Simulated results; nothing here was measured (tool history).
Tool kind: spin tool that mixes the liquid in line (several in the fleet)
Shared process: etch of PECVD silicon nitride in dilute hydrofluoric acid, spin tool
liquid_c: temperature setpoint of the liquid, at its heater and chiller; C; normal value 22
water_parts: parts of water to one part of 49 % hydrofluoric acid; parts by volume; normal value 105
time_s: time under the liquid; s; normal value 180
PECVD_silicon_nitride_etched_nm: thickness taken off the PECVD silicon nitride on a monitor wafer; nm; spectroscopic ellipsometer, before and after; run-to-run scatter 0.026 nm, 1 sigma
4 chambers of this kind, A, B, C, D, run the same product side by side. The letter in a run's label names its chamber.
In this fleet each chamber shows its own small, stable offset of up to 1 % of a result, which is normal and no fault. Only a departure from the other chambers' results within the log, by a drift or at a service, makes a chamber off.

run   hour  liquid_c  water_parts  time_s  read-back film thickness of the PECVD silicon nitride reference wafer, read on the same gauge (nm)  PECVD_silicon_nitride_etched_nm
 1C    5.1        22          105     180                                                                                              79.993                           3.9808
      11.3  -- chamber C: hydrofluoric acid flow meter replaced
 2B   13.9        22          105     180                                                                                              79.995                           4.0432
 3A   21.2        22          105     180                                                                                              80.031                           4.0509
 4D   26.1        22          105     180                                                                                              79.985                           4.0639
 5C     33        22           70     180                                                                                              79.996                           5.9582
 6D   40.3        22           70     180                                                                                              79.972                           5.9613
 7A   46.8        22           70     180                                                                                              79.995                            6.029
 8B   53.1        22           70     180                                                                                              79.985                           6.0803
 9C   59.9        22          105     180                                                                                              79.977                           3.9823
10B   69.1        22          105     180                                                                                              80.003                           4.0791
11D   77.5        22          105     180                                                                                              79.992                           4.0449
12A   81.7        22          125     180                                                                                              80.006                           3.3945
13D   87.9        22          125     180                                                                                              79.988                           3.4033
14B   94.1        22          125     180                                                                                              80.016                           3.3679
15A     99        22          125     180                                                                                              79.977                           3.3875
16C  106.2        22          105     180                                                                                              80.002                           4.0646
17D  111.7        22          105     180                                                                                              79.987                           4.0594
18A  118.8        22          105     180                                                                                              80.009                           3.9878
19B  124.3      19.5          105     255                                                                                              79.979                           4.8408
20C  131.7      19.5          105     255                                                                                              80.004                           4.9178
21A  139.8      19.5          105     255                                                                                               79.99                            4.879
22C  144.7      19.5          105     255                                                                                              79.983                           4.9552
23D  153.7        22          105     180                                                                                                  80                           4.0249
24B  158.2        22          105     180                                                                                              79.998                           4.0689
25C  162.4      26.5          105     180                                                                                               79.99                           5.5309
26B  171.7      26.5          105     180                                                                                              79.995                           5.4382
     172.2  -- chamber D: thermometer replaced
27D  177.1      26.5          105     180                                                                                              79.965                           5.4375
     180.1  -- chamber B: hydrofluoric acid flow meter replaced
28A  182.6      26.5          105     180                                                                                              80.028                           5.4114
29D  188.2        22          105     180                                                                                              80.012                           4.0728
30B  197.7        20          105     105                                                                                              79.984                           2.0577
31C  202.2        20          105     105                                                                                              79.994                           2.1719
32A  208.4        20          105     105                                                                                              80.003                           2.0753
33D  212.9        20          105     105                                                                                              79.953                            2.057
34B  217.7        20          105     180                                                                                                  80                           3.5404
35A  223.2        20          105     180                                                                                              80.017                           3.5013
36C  229.2        20          105     180                                                                                              79.991                           3.8004
37D  238.6        20          105     180                                                                                              79.973                           3.5258
38B  244.9      25.5          105     135                                                                                              79.987                           3.8374
39C  250.9      25.5          105     135                                                                                              80.023                           4.0667
40A  259.1      25.5          105     135                                                                                              79.998                           3.7936
41B  264.2      25.5          105     135                                                                                              79.998                           3.8374
42D  269.7        22          145     250                                                                                              79.987                           4.0827
43C  278.2        22          145     250                                                                                              79.993                           4.3517

Does one chamber stand apart from the rest, does the shared gauge drift, or is all well apart from small per-chamber offsets? Give the chamber and the most likely cause, where there is one.

Chamber C drifts away from the others.
Cause: liquid hotter than its thermometer reads (K) = 1.33.
With only this log, it may be confused with: hydrofluoric acid flow above the setpoint (%).

Here are 4 candidates for chamber C's next run, each the usual settings with a change, their results left as question marks. Which one brings its results back in line with what the others give on the usual settings?
To be in line, a result may differ from the other chambers' mean on the usual settings by at most: PECVD_silicon_nitride_etched_nm 0.092 nm
44C-1  285.1      22.5          100     195                                                                                                                                    ?
44C-2  285.1      21.5          110     165                                                                                                                                    ?
44C-3  285.1      21.5          105     170                                                                                                                                    ?
44C-4  285.1        22          105     195                                                                                                                                    ?

Usual-settings mean across the other chambers: PECVD_silicon_nitride_etched_nm 4.039 nm
  run  PECVD_silicon_nitride_etched_nm
44C-1                           5.1397
44C-2                           3.7054
44C-3                           3.9994
44C-4                           4.7389
44C-3 brings the chamber back in line.
